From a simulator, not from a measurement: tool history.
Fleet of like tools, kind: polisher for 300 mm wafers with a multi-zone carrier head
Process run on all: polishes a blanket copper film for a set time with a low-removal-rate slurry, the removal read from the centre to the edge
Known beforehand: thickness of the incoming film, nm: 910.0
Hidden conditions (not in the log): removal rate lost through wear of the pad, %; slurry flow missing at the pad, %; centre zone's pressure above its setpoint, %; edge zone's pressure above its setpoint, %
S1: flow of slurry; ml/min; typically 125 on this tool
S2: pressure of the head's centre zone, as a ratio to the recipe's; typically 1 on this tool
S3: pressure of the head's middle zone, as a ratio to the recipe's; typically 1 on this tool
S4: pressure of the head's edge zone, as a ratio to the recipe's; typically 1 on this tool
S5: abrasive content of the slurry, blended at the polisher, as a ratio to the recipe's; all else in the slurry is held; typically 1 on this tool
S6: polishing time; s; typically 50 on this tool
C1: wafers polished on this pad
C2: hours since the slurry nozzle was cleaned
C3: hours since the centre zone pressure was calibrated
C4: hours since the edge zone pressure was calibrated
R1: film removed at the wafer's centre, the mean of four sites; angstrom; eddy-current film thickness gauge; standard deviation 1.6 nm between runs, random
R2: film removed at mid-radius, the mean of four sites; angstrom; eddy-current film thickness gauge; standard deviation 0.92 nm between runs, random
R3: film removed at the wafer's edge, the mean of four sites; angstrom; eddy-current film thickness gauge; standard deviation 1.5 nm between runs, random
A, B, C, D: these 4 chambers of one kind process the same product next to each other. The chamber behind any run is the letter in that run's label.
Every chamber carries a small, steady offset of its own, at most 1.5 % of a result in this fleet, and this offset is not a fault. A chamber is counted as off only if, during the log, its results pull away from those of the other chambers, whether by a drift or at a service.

Run 1C, hour 13.2: usual settings; C1 139; C2 241; C3 786; C4 349.9. Result: R1 1422.2 angstrom, R2 1433.7 angstrom, R3 1428 angstrom.
Run 2D, hour 24.3: usual settings; C1 1096; C2 457.5; C3 274.5; C4 695.6. Result: R1 1436 angstrom, R2 1404.5 angstrom, R3 1426 angstrom.
At hour 26.2: chamber D: worn pad replaced by a new one.
Run 3B, hour 38.3: usual settings; C1 933; C2 369.4; C3 336.8; C4 231.7. Result: R1 1411.9 angstrom, R2 1422 angstrom, R3 1415.6 angstrom.
At hour 38.7: chamber B: worn pad replaced by a new one.
Run 4A, hour 48.1: usual settings; C1 734; C2 261.8; C3 349.4; C4 814.5. Result: R1 1425.7 angstrom, R2 1411.2 angstrom, R3 1411.1 angstrom.
Run 5B, hour 54.5: usual settings; C1 144; C2 385.6; C3 353; C4 247.9. Result: R1 1419.3 angstrom, R2 1436.4 angstrom, R3 1406.2 angstrom.
Run 6A, hour 61.9: usual settings but S6 60 s; C1 860; C2 275.6; C3 363.2; C4 828.3. Result: R1 1716.1 angstrom, R2 1678.4 angstrom, R3 1648.9 angstrom.
Run 7C, hour 68.7: usual settings but S6 60 s; C1 644; C2 296.5; C3 841.5; C4 405.4. Result: R1 1702 angstrom, R2 1711.3 angstrom, R3 1698.5 angstrom.
Run 8D, hour 76.4: usual settings but S6 60 s; C1 457; C2 509.6; C3 326.6; C4 747.7. Result: R1 1693.1 angstrom, R2 1705.4 angstrom, R3 1697.5 angstrom.
At hour 77.4: chamber C: edge zone pressure recalibrated.
At hour 82.3: chamber B: slurry nozzle cleaned.
At hour 84: chamber A: worn pad replaced by a new one.
Run 9B, hour 86.4: usual settings but S6 60 s; C1 435; C2 4.1; C3 384.9; C4 279.8. Result: R1 1701.3 angstrom, R2 1695.5 angstrom, R3 1723.1 angstrom.
Run 10A, hour 99.3: usual settings but S1 105 ml/min, S3 1.04; C1 140; C2 313; C3 400.6; C4 865.7. Result: R1 1328.7 angstrom, R2 1367.8 angstrom, R3 1365.7 angstrom.
At hour 102.3: chamber C: worn pad replaced by a new one.
Run 11C, hour 108.2: usual settings but S1 105 ml/min, S3 1.04; C1 54; C2 336; C3 881; C4 30.8. Result: R1 1353.1 angstrom, R2 1411.9 angstrom, R3 1382.7 angstrom.
Run 12D, hour 114.5: usual settings but S1 105 ml/min, S3 1.04; C1 805; C2 547.7; C3 364.7; C4 785.8. Result: R1 1352.1 angstrom, R2 1401.8 angstrom, R3 1385.8 angstrom.
Run 13D, hour 125.2: usual settings but S1 105 ml/min, S3 1.04; C1 902; C2 558.4; C3 375.4; C4 796.5. Result: R1 1327.6 angstrom, R2 1417.7 angstrom, R3 1373.7 angstrom.
At hour 125.4: chamber B: worn pad replaced by a new one.
Run 14A, hour 132.1: usual settings; C1 439; C2 345.8; C3 433.4; C4 898.5. Result: R1 1386 angstrom, R2 1374.6 angstrom, R3 1384.5 angstrom.
Run 15B, hour 138.4: usual settings but S3 1.11, S4 0.92; C1 119; C2 56.1; C3 436.9; C4 331.8. Result: R1 1409.9 angstrom, R2 1549.9 angstrom, R3 1342.8 angstrom.
Run 16C, hour 150.8: usual settings but S3 1.11, S4 0.92; C1 442; C2 378.6; C3 923.6; C4 73.4. Result: R1 1410.3 angstrom, R2 1553.6 angstrom, R3 1350.1 angstrom.
At hour 156.4: chamber D: worn pad replaced by a new one.
Run 17D, hour 164.4: usual settings but S3 1.11, S4 0.92; C1 73; C2 597.6; C3 414.6; C4 835.7. Result: R1 1396.6 angstrom, R2 1569.2 angstrom, R3 1359 angstrom.
At hour 169.8: chamber D: centre zone pressure recalibrated.
Run 18C, hour 171.9: usual settings but S3 1.11, S4 0.92; C1 635; C2 399.7; C3 944.7; C4 94.5. Result: R1 1435.5 angstrom, R2 1575.6 angstrom, R3 1348 angstrom.
Run 19A, hour 180.9: usual settings but S2 1.1, S4 1.09; C1 883; C2 394.6; C3 482.2; C4 947.3. Result: R1 1502.8 angstrom, R2 1349.4 angstrom, R3 1446.1 angstrom.
Run 20B, hour 192.6: usual settings but S2 1.1, S4 1.09; C1 613; C2 110.3; C3 491.1; C4 386. Result: R1 1571.9 angstrom, R2 1410.3 angstrom, R3 1496.7 angstrom.
At hour 193.1: chamber C: worn pad replaced by a new one.
At hour 202.2: chamber A: worn pad replaced by a new one.
Run 21B, hour 203.8: usual settings but S2 1.1, S4 1.09; C1 715; C2 121.5; C3 502.3; C4 397.2. Result: R1 1605.3 angstrom, R2 1424.8 angstrom, R3 1495.1 angstrom.
Run 22A, hour 214.1: usual settings but S2 1.1, S4 1.09; C1 109; C2 427.8; C3 515.4; C4 980.5. Result: R1 1513.6 angstrom, R2 1337.2 angstrom, R3 1413.7 angstrom.
Run 23C, hour 221: usual settings; C1 254; C2 448.8; C3 993.8; C4 143.6. Result: R1 1429.6 angstrom, R2 1429.2 angstrom, R3 1435.6 angstrom.
Run 24D, hour 235.3: usual settings; C1 719; C2 668.5; C3 65.5; C4 906.6. Result: R1 1400.4 angstrom, R2 1422.9 angstrom, R3 1407.9 angstrom.

For the next run the whole fleet of 4 chambers uses the same settings. Give each chamber's results:
Run 25A, hour 245.6: usual settings. Result: R1 ?, R2 ?, R3 ?.
Run 25B, hour 245.6: usual settings. Result: R1 ?, R2 ?, R3 ?.
Run 25C, hour 245.6: usual settings. Result: R1 ?, R2 ?, R3 ?.
Run 25D, hour 245.6: usual settings. Result: R1 ?, R2 ?, R3 ?.

run      R1      R2      R3
25A  1324.6  1294.8  1348.5
25B  1411.6    1398  1411.8
25C  1435.7  1429.1  1424.1
25D    1415  1429.8  1418.6
